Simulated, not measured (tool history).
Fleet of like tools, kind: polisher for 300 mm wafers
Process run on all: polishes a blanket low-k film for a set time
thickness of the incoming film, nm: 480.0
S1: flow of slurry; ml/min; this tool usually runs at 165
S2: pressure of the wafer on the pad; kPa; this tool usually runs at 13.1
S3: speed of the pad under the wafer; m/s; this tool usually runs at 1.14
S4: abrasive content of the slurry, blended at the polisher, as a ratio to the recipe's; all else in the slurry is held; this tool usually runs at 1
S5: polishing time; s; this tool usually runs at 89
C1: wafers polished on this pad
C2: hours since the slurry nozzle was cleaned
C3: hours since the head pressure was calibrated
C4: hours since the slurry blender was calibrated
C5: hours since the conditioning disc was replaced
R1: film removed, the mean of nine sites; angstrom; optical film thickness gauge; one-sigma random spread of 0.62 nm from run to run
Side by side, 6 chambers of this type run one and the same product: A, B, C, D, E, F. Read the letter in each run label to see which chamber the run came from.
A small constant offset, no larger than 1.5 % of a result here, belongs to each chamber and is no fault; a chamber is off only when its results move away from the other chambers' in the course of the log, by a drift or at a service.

run 1F hour=6 | S1=165 S2=13.1 S3=1.14 S4=1 S5=89 | C1=980 C2=411.1 C3=574.7 C4=32.5 C5=199.4 | R1=402.33
-- hour=10.3 chamber B: conditioning disc replaced and pad reconditioned
-- hour=13.3 chamber A: slurry blender recalibrated
run 2D hour=15 | S1=165 S2=13.1 S3=1.14 S4=1 S5=89 | C1=432 C2=63.6 C3=892 C4=213.4 C5=32.5 | R1=415.95
-- hour=17.3 chamber F: conditioning disc replaced and pad reconditioned
-- hour=18.8 chamber C: worn pad replaced by a new one
-- hour=18.8 chamber E: worn pad replaced by a new one
run 3C hour=26.6 | S1=165 S2=13.1 S3=1.14 S4=1 S5=89 | C1=95 C2=303.4 C3=98.8 C4=196.3 C5=438.7 | R1=416.33
run 4E hour=34 | S1=165 S2=13.1 S3=1.14 S4=1 S5=89 | C1=186 C2=249.6 C3=471 C4=83.3 C5=190.1 | R1=408.07
-- hour=40.2 chamber F: worn pad replaced by a new one
run 5A hour=40.7 | S1=165 S2=13.1 S3=1.14 S4=1 S5=89 | C1=930 C2=821.5 C3=87.4 C4=27.5 C5=274.6 | R1=429.14
-- hour=43.2 chamber A: worn pad replaced by a new one
-- hour=44.2 chamber B: worn pad replaced by a new one
run 6B hour=47.4 | S1=165 S2=13.1 S3=1.14 S4=1 S5=89 | C1=39 C2=151.3 C3=68.3 C4=85.9 C5=37.1 | R1=422.96
-- hour=53.7 chamber D: worn pad replaced by a new one
run 7D hour=57.3 | S1=165 S2=13.1 S3=1.14 S4=1 S5=89 | C1=44 C2=105.9 C3=934.3 C4=255.7 C5=74.8 | R1=413.74
run 8F hour=68.3 | S1=165 S2=13.1 S3=1.14 S4=1 S5=89 | C1=343 C2=473.4 C3=637 C4=94.8 C5=51.1 | R1=429.3
run 9E hour=76.3 | S1=165 S2=13.1 S3=1.14 S4=1 S5=89 | C1=702 C2=291.9 C3=513.3 C4=125.6 C5=232.4 | R1=415.53
-- hour=80.6 chamber F: slurry nozzle cleaned
-- hour=84.3 chamber C: conditioning disc replaced and pad reconditioned
run 10B hour=87.2 | S1=165 S2=13.1 S3=1.28 S4=1 S5=89 | C1=524 C2=191.1 C3=108.1 C4=125.7 C5=76.9 | R1=459.64
-- hour=90.5 chamber A: conditioning disc replaced and pad reconditioned
-- hour=94.3 chamber E: slurry blender recalibrated
-- hour=96.5 chamber C: worn pad replaced by a new one
run 11C hour=98.4 | S1=165 S2=13.1 S3=1.28 S4=1 S5=89 | C1=24 C2=375.2 C3=170.6 C4=268.1 C5=14.1 | R1=450.87
run 12A hour=105.9 | S1=165 S2=13.1 S3=1.28 S4=1 S5=89 | C1=765 C2=886.7 C3=152.6 C4=92.7 C5=15.4 | R1=469.77
-- hour=108 chamber E: worn pad replaced by a new one
-- hour=113.4 chamber B: conditioning disc replaced and pad reconditioned
run 13A hour=116.1 | S1=165 S2=13.1 S3=1.28 S4=1 S5=89 | C1=890 C2=896.9 C3=162.8 C4=102.9 C5=25.6 | R1=456.63
-- hour=120.7 chamber A: worn pad replaced by a new one
-- hour=123.7 chamber A: slurry nozzle cleaned
-- hour=125 chamber D: worn pad replaced by a new one
run 14C hour=126.7 | S1=165 S2=13.1 S3=1.28 S4=1 S5=89 | C1=369 C2=403.5 C3=198.9 C4=296.4 C5=42.4 | R1=448.48
-- hour=132.3 chamber D: slurry blender recalibrated
-- hour=135 chamber D: head pressure recalibrated
run 15B hour=137.6 | S1=165 S2=13.1 S3=1.28 S4=1 S5=89 | C1=1139 C2=241.5 C3=158.5 C4=176.1 C5=24.3 | R1=452.65
-- hour=143.5 chamber F: worn pad replaced by a new one
run 16D hour=144.4 | S1=165 S2=13.1 S3=1.14 S4=1 S5=89 | C1=237 C2=193 C3=9.5 C4=12.2 C5=161.9 | R1=409.18
-- hour=150.7 chamber A: slurry blender recalibrated
run 17E hour=157.5 | S1=110 S2=13.1 S3=0.78 S4=1 S5=89 | C1=604 C2=373.1 C3=594.5 C4=63.2 C5=313.6 | R1=283.27
-- hour=161.7 chamber B: worn pad replaced by a new one
run 18F hour=164.9 | S1=110 S2=13.1 S3=0.78 S4=1 S5=89 | C1=262 C2=84.4 C3=733.6 C4=191.4 C5=147.7 | R1=290.02
-- hour=167.1 chamber C: slurry blender recalibrated
-- hour=168.8 chamber C: worn pad replaced by a new one
run 19A hour=172 | S1=110 S2=13.1 S3=0.78 S4=1 S5=89 | C1=626 C2=48.4 C3=218.7 C4=21.3 C5=81.5 | R1=282.07
-- hour=182.1 chamber E: conditioning disc replaced and pad reconditioned
run 20B hour=185.1 | S1=110 S2=13.1 S3=0.78 S4=1 S5=89 | C1=285 C2=289 C3=206 C4=223.6 C5=71.8 | R1=280.5
-- hour=194.4 chamber A: worn pad replaced by a new one
run 21C hour=195.4 | S1=110 S2=13.1 S3=0.78 S4=1 S5=89 | C1=324 C2=472.2 C3=267.6 C4=28.4 C5=111.1 | R1=281.45
-- hour=196.3 chamber D: worn pad replaced by a new one
-- hour=201.1 chamber E: worn pad replaced by a new one
run 22D hour=203.9 | S1=110 S2=13.1 S3=0.78 S4=1 S5=89 | C1=93 C2=252.5 C3=69 C4=71.7 C5=221.4 | R1=277.32
-- hour=206.5 chamber B: slurry nozzle cleaned
run 23F hour=213.5 | S1=165 S2=13.1 S3=1.14 S4=1 S5=89 | C1=855 C2=133 C3=782.2 C4=240 C5=196.3 | R1=413.03
-- hour=219.9 chamber F: conditioning disc replaced and pad reconditioned
run 24E hour=221.5 | S1=165 S2=13.1 S3=1.14 S4=1 S5=89 | C1=249 C2=437.1 C3=658.5 C4=127.2 C5=39.5 | R1=414.09
-- hour=224.1 chamber B: conditioning disc replaced and pad reconditioned
run 25E hour=234.1 | S1=165 S2=13.1 S3=1.14 S4=1 S5=89 | C1=403 C2=449.7 C3=671.1 C4=139.8 C5=52.1 | R1=417.39
-- hour=246.3 chamber B: slurry blender recalibrated
run 26F hour=247.1 | S1=165 S2=13.1 S3=1.4 S4=1 S5=89 | C1=1264 C2=166.6 C3=815.8 C4=273.6 C5=27.2 | R1=487.43
-- hour=256 chamber E: slurry blender recalibrated
-- hour=257.5 chamber C: worn pad replaced by a new one
run 27D hour=257.7 | S1=165 S2=13.1 S3=1.4 S4=1 S5=89 | C1=749 C2=306.3 C3=122.8 C4=125.5 C5=275.2 | R1=470.99
-- hour=260.1 chamber A: worn pad replaced by a new one
-- hour=264.8 chamber F: worn pad replaced by a new one
run 28C hour=268.5 | S1=165 S2=13.1 S3=1.4 S4=1 S5=89 | C1=134 C2=545.3 C3=340.7 C4=101.5 C5=184.2 | R1=483.81
-- hour=270.4 chamber C: slurry nozzle cleaned
-- hour=278.1 chamber B: worn pad replaced by a new one
-- hour=279.2 chamber D: worn pad replaced by a new one
run 29A hour=279.2 | S1=165 S2=13.1 S3=1.4 S4=1 S5=89 | C1=233 C2=155.6 C3=325.9 C4=128.5 C5=188.7 | R1=485.26
-- hour=288.8 chamber E: worn pad replaced by a new one
run 30B hour=291.9 | S1=165 S2=13.1 S3=1.4 S4=1 S5=89 | C1=169 C2=85.5 C3=312.8 C4=45.6 C5=67.9 | R1=498.6
run 31A hour=300.5 | S1=165 S2=13.1 S3=1.4 S4=1 S5=89 | C1=493 C2=176.9 C3=347.2 C4=149.8 C5=210 | R1=490.26
-- hour=300.9 chamber F: slurry blender recalibrated
run 32D hour=310.9 | S1=165 S2=13.1 S3=1.14 S4=1 S5=89 | C1=387 C2=359.5 C3=176 C4=178.7 C5=328.4 | R1=387.04
-- hour=311.8 chamber B: conditioning disc replaced and pad reconditioned
-- hour=312.9 chamber D: conditioning disc replaced and pad reconditioned
-- hour=315.7 chamber A: slurry blender recalibrated
run 33F hour=317.8 | S1=165 S2=13.1 S3=1.14 S4=1 S5=89 | C1=646 C2=237.3 C3=886.5 C4=16.9 C5=97.9 | R1=413.88
-- hour=326 chamber A: worn pad replaced by a new one
run 34C hour=326.5 | S1=165 S2=13.1 S3=1.14 S4=1 S5=89 | C1=841 C2=56.1 C3=398.7 C4=159.5 C5=242.2 | R1=409.44
-- hour=333.4 chamber E: head pressure recalibrated
run 35B hour=339.1 | S1=165 S2=13.1 S3=1.14 S4=1 S5=89 | C1=744 C2=132.7 C3=360 C4=92.8 C5=27.4 | R1=411.63
run 36E hour=347.2 | S1=165 S2=15.9 S3=1.14 S4=1 S5=75 | C1=713 C2=562.8 C3=13.9 C4=91.3 C5=165.2 | R1=425.4
run 37D hour=355.2 | S1=165 S2=15.9 S3=1.14 S4=1 S5=75 | C1=927 C2=403.8 C3=220.3 C4=223 C5=42.4 | R1=407.96
run 38F hour=366.3 | S1=165 S2=15.9 S3=1.14 S4=1 S5=75 | C1=1238 C2=285.8 C3=935 C4=65.4 C5=146.4 | R1=418.74
run 39A hour=373 | S1=165 S2=15.9 S3=1.14 S4=1 S5=75 | C1=574 C2=249.4 C3=419.7 C4=57.4 C5=282.5 | R1=418.73

Is one chamber out of step, is the gauge drifting, or do the chambers differ by no more than their own small offsets? For an off chamber, give its letter and the likeliest cause.

One chamber, D, drifts off from the rest bit by bit.
What lies behind it: slurry flow missing at the pad, % = 33.9.

Here are 4 candidates for chamber D's next run, each the usual settings with a change, their results left as question marks. Which one brings its results back in line with what the others give on the usual settings?
Counts as in line when no further than this from what the other chambers average on the usual settings: R1 22 angstrom
run 40D-1 hour=382.7 | S1=165 S2=12.4 S3=1.14 S4=1 S5=86 | R1=?
run 40D-2 hour=382.7 | S1=165 S2=12.4 S3=1.08 S4=1 S5=83 | R1=?
run 40D-3 hour=382.7 | S1=170 S2=13.8 S3=1.2 S4=1 S5=95 | R1=?
run 40D-4 hour=382.7 | S1=165 S2=13.8 S3=1.16 S4=1 S5=92 | R1=?

On the usual settings, the other chambers give on average: R1 414.47 angstrom
run=40D-1 R1=349.59
run=40D-2 R1=323.33
run=40D-3 R1=450.17
run=40D-4 R1=421.5
The answer is 40D-4, which returns the chamber to within the allowed miss of the others.
